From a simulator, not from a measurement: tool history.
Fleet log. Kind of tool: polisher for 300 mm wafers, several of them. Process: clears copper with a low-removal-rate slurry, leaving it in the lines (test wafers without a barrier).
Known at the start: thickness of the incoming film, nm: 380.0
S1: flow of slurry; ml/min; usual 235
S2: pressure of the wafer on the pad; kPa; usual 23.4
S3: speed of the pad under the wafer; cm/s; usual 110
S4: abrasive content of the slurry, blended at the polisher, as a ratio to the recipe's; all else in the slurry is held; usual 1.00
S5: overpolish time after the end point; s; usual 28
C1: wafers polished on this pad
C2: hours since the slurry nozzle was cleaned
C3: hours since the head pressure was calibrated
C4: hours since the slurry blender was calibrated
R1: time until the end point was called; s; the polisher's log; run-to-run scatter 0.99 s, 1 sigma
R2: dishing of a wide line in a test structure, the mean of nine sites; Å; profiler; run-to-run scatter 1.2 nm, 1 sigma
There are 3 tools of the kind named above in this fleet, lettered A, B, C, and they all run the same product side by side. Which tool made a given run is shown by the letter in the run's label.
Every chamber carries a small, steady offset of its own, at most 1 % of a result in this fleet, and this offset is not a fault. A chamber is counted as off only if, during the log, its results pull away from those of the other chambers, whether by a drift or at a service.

Run 1C, hour 6.4: usual settings; C1 165; C2 610.8; C3 123.0; C4 22.8. Result: R1 120.46 s, R2 505.09 Å.
Run 2B, hour 14.1: usual settings; C1 259; C2 273.7; C3 84.0; C4 211.3. Result: R1 120.24 s, R2 538.45 Å.
Run 3A, hour 21.5: usual settings; C1 1151; C2 407.5; C3 159.3; C4 154.8. Result: R1 121.72 s, R2 520.18 Å.
Run 4C, hour 28.8: usual settings; C1 391; C2 633.2; C3 145.4; C4 45.2. Result: R1 122.53 s, R2 535.14 Å.
At hour 29.9: chamber A: worn pad replaced by a new one.
Run 5B, hour 37.5: usual settings; C1 495; C2 297.1; C3 107.4; C4 234.7. Result: R1 121.51 s, R2 520.31 Å.
At hour 39.3: chamber C: worn pad replaced by a new one.
Run 6A, hour 45.1: usual settings; C1 153; C2 431.1; C3 182.9; C4 178.4. Result: R1 120.21 s, R2 520.40 Å.
At hour 46.8: chamber A: slurry blender recalibrated.
Run 7A, hour 54.0: usual settings; C1 243; C2 440.0; C3 191.8; C4 7.3. Result: R1 120.18 s, R2 533.85 Å.
Run 8B, hour 58.2: usual settings; C1 704; C2 317.8; C3 128.1; C4 255.4. Result: R1 121.10 s, R2 520.70 Å.
Run 9C, hour 67.0: usual settings; C1 279; C2 671.4; C3 183.6; C4 83.4. Result: R1 121.76 s, R2 531.18 Å.
At hour 69.8: chamber B: slurry nozzle cleaned.
Run 10C, hour 71.9: usual settings; C1 328; C2 676.3; C3 188.5; C4 88.3. Result: R1 121.95 s, R2 507.11 Å.
Run 11B, hour 77.6: usual settings; C1 900; C2 7.9; C3 147.5; C4 274.8. Result: R1 121.65 s, R2 545.25 Å.
Run 12A, hour 84.4: usual settings; C1 549; C2 470.4; C3 222.2; C4 37.7. Result: R1 122.90 s, R2 535.00 Å.
At hour 85.9: chamber C: worn pad replaced by a new one.
Run 13A, hour 92.5: usual settings but S2 26.2 kPa; C1 631; C2 478.5; C3 230.3; C4 45.8. Result: R1 108.21 s, R2 571.46 Å.
Run 14B, hour 100.2: usual settings but S2 26.2 kPa; C1 1127; C2 30.5; C3 170.1; C4 297.4. Result: R1 110.33 s, R2 559.96 Å.
Run 15C, hour 105.0: usual settings but S2 26.2 kPa; C1 192; C2 709.4; C3 221.6; C4 121.4. Result: R1 106.97 s, R2 571.06 Å.
Run 16B, hour 113.9: usual settings but S4 1.25, S5 43 s; C1 1266; C2 44.2; C3 183.8; C4 311.1. Result: R1 116.32 s, R2 724.61 Å.
At hour 118.3: chamber C: slurry blender recalibrated.
At hour 119.5: chamber A: slurry nozzle cleaned.
Run 17A, hour 121.5: usual settings but S4 1.25, S5 43 s; C1 923; C2 2.0; C3 259.3; C4 74.8. Result: R1 116.23 s, R2 695.42 Å.
At hour 124.6: chamber B: worn pad replaced by a new one.
Run 18C, hour 130.5: usual settings but S4 1.25, S5 43 s; C1 450; C2 734.9; C3 247.1; C4 12.2. Result: R1 114.94 s, R2 730.69 Å.
Run 19B, hour 137.4: usual settings; C1 129; C2 67.7; C3 207.3; C4 334.6. Result: R1 122.34 s, R2 512.55 Å.
At hour 138.3: chamber C: worn pad replaced by a new one.
Run 20A, hour 146.4: usual settings; C1 1175; C2 26.9; C3 284.2; C4 99.7. Result: R1 121.14 s, R2 541.41 Å.
Run 21C, hour 153.3: usual settings; C1 151; C2 757.7; C3 269.9; C4 35.0. Result: R1 118.79 s, R2 560.99 Å.
Run 22C, hour 158.3: usual settings; C1 202; C2 762.7; C3 274.9; C4 40.0. Result: R1 120.06 s, R2 525.86 Å.
Run 23A, hour 162.9: usual settings; C1 1341; C2 43.4; C3 300.7; C4 116.2. Result: R1 120.94 s, R2 519.26 Å.
At hour 164.8: chamber A: head pressure recalibrated.
Run 24B, hour 170.2: usual settings; C1 460; C2 100.5; C3 240.1; C4 367.4. Result: R1 123.18 s, R2 537.33 Å.
At hour 176.6: chamber A: worn pad replaced by a new one.
Run 25B, hour 178.8: usual settings; C1 546; C2 109.1; C3 248.7; C4 376.0. Result: R1 122.25 s, R2 536.28 Å.
At hour 181.3: chamber C: slurry nozzle cleaned.
Run 26C, hour 186.5: usual settings; C1 486; C2 5.3; C3 303.1; C4 68.2. Result: R1 120.64 s, R2 551.83 Å.
Run 27A, hour 191.1: usual settings; C1 146; C2 71.6; C3 26.3; C4 144.4. Result: R1 121.80 s, R2 523.55 Å.
At hour 191.5: chamber C: worn pad replaced by a new one.
Run 28A, hour 197.3: usual settings; C1 208; C2 77.8; C3 32.5; C4 150.6. Result: R1 120.53 s, R2 532.33 Å.
At hour 198.8: chamber B: slurry blender recalibrated.
Run 29B, hour 202.7: usual settings but S1 310 ml/min, S4 1.25; C1 787; C2 133.0; C3 272.6; C4 3.9. Result: R1 112.81 s, R2 581.18 Å.
Run 30C, hour 209.7: usual settings but S1 310 ml/min, S4 1.25; C1 184; C2 28.5; C3 326.3; C4 91.4. Result: R1 112.50 s, R2 580.16 Å.
Run 31B, hour 215.0: usual settings but S1 310 ml/min, S4 1.25; C1 911; C2 145.3; C3 284.9; C4 16.2. Result: R1 111.97 s, R2 552.70 Å.
Run 32C, hour 222.6: usual settings; C1 314; C2 41.4; C3 339.2; C4 104.3. Result: R1 120.50 s, R2 526.70 Å.

Read the log: is a single chamber off, either drifting away or since a service, is the gauge that measures every chamber drifting, or is nothing wrong beyond small per-chamber offsets? Name any odd chamber and what most likely caused it.

All chambers stay in line apart from their small fixed offsets, and the gauge does not drift.

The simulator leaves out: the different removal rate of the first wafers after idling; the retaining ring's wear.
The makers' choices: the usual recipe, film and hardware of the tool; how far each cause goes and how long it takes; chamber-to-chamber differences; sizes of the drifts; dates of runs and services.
